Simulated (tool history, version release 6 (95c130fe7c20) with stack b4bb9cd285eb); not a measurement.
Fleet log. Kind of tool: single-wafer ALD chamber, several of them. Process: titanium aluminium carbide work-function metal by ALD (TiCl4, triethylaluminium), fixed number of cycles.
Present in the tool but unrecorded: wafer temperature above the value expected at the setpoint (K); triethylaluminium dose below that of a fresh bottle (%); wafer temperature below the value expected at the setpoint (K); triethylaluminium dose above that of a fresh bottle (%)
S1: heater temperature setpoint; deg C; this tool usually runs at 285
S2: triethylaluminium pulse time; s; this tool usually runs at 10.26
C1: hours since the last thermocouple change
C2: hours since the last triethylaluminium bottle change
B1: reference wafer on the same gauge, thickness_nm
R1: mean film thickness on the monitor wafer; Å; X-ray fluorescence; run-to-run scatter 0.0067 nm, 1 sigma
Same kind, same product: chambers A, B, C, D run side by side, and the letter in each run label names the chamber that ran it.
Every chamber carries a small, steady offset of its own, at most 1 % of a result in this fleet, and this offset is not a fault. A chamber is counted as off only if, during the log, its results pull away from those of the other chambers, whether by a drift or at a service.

run,hour,S1,S2,C1,C2,B1,R1
1C,9.9,285,10.26,356.6,697.5,2.0381,18.577
2A,22.8,285,10.26,768.1,486.9,2.039,18.467
3B,37.5,285,10.26,198.3,839.8,2.0404,18.822
# hour 41.7: chamber C: triethylaluminium bottle replaced
4D,47.2,285,10.26,1198.2,648.4,2.0405,18.889
5C,56.2,285,10.26,402.9,14.6,2.0401,18.615
6B,64.2,285,10.26,225,866.5,2.0413,18.864
7A,77.7,285,10.26,823,541.8,2.0398,18.59
8D,84.9,285,10.26,1235.9,686.1,2.0402,18.874
9B,95.2,285,10.26,256,897.5,2.041,18.748
10C,104.6,285,10.26,451.3,63,2.0408,18.606
11A,114.7,285,10.26,860,578.8,2.0399,18.491
12D,122.1,285,10.26,1273.1,723.3,2.0395,18.828
13C,129.6,285,10.26,476.3,88,2.0407,18.607
14A,144.2,285,10.26,889.5,608.3,2.0403,18.46
15D,158.7,285,10.26,1309.7,759.9,2.0403,18.848
16B,165.5,285,10.26,326.3,967.8,2.0418,18.814
17A,180.2,298,6.24,925.5,644.3,2.0401,17.834
18D,193.3,298,6.24,1344.3,794.5,2.0403,18.135
# hour 196.7: chamber D: thermocouple changed; heater temperature recalibrated
# hour 202.4: chamber A: triethylaluminium bottle replaced
19B,208.7,298,6.24,369.5,1011,2.0393,17.967
20C,223.9,298,6.24,570.6,182.3,2.0396,17.949
21A,236,297,13.15,981.3,33.6,2.0399,19.908
22D,243.4,297,13.15,46.8,844.6,2.0391,20.303
23C,258,297,13.15,604.7,216.4,2.0411,20.083
24B,268.1,297,13.15,428.9,1070.4,2.0393,20.11
25C,275,290,13.62,621.7,233.4,2.0408,19.426
26B,287,290,13.62,447.8,1089.3,2.04,19.633
27A,301.7,290,13.62,1047,99.3,2.0413,19.541
28D,309.8,290,13.62,113.2,911,2.0393,19.576
29A,317.5,291,8.74,1062.8,115.1,2.0393,18.669
30B,328.6,291,8.74,489.4,1130.9,2.0385,18.384
31C,343.3,291,8.74,690,301.7,2.0411,18.589
32D,352,291,8.74,155.4,953.2,2.0385,18.966
33B,365.5,285,10.26,526.3,1167.8,2.0382,18.389
34D,373.2,285,10.26,176.6,974.4,2.0368,19.014
35A,384.5,291,14.1,1129.8,182.1,2.0394,19.511
36C,391.4,291,14.1,738.1,349.8,2.0389,19.356
37C,400.8,291,14.1,747.5,359.2,2.0413,19.584
38B,415.5,291,14.1,576.3,1217.8,2.0392,19.519
39A,423.8,285,10.26,1169.1,221.4,2.0411,18.545
40D,431.6,285,10.26,235,1032.8,2.0421,18.784
41C,439.8,285,6.3,786.5,398.2,2.039,16.997
42B,448.3,285,6.3,609.1,1250.6,2.0399,15.69
43A,455.4,285,6.3,1200.7,253,2.0384,16.926

Decide between three cases: one chamber stands off from its peers, the gauge reading all wafers drifts, or nothing is wrong past each chamber's small offset. Where a chamber is off, say which and what most likely put it there.

It is chamber B that slowly wanders off from its peers.
Likeliest cause: triethylaluminium dose below that of a fresh bottle (%) = 26.6.

Chamber B could run next with any of the 4 candidate recipes listed below; each alters the usual settings, and their results appear as question marks. Which one brings its results back in line with what the other chambers deliver on the usual settings?
In line here means within this much of the mean the other chambers give on the usual settings: R1 0.23 Å
44B-1,466.5,286,10.64,,,,?
44B-2,466.5,277,10.26,,,,?
44B-3,466.5,293,10.26,,,,?
44B-4,466.5,282,10.26,,,,?

The other chambers' mean on the usual settings: R1 18.67 Å
run,R1
44B-1,18.23
44B-2,17.348
44B-3,18.689
44B-4,17.765
44B-3 brings the chamber back in line.
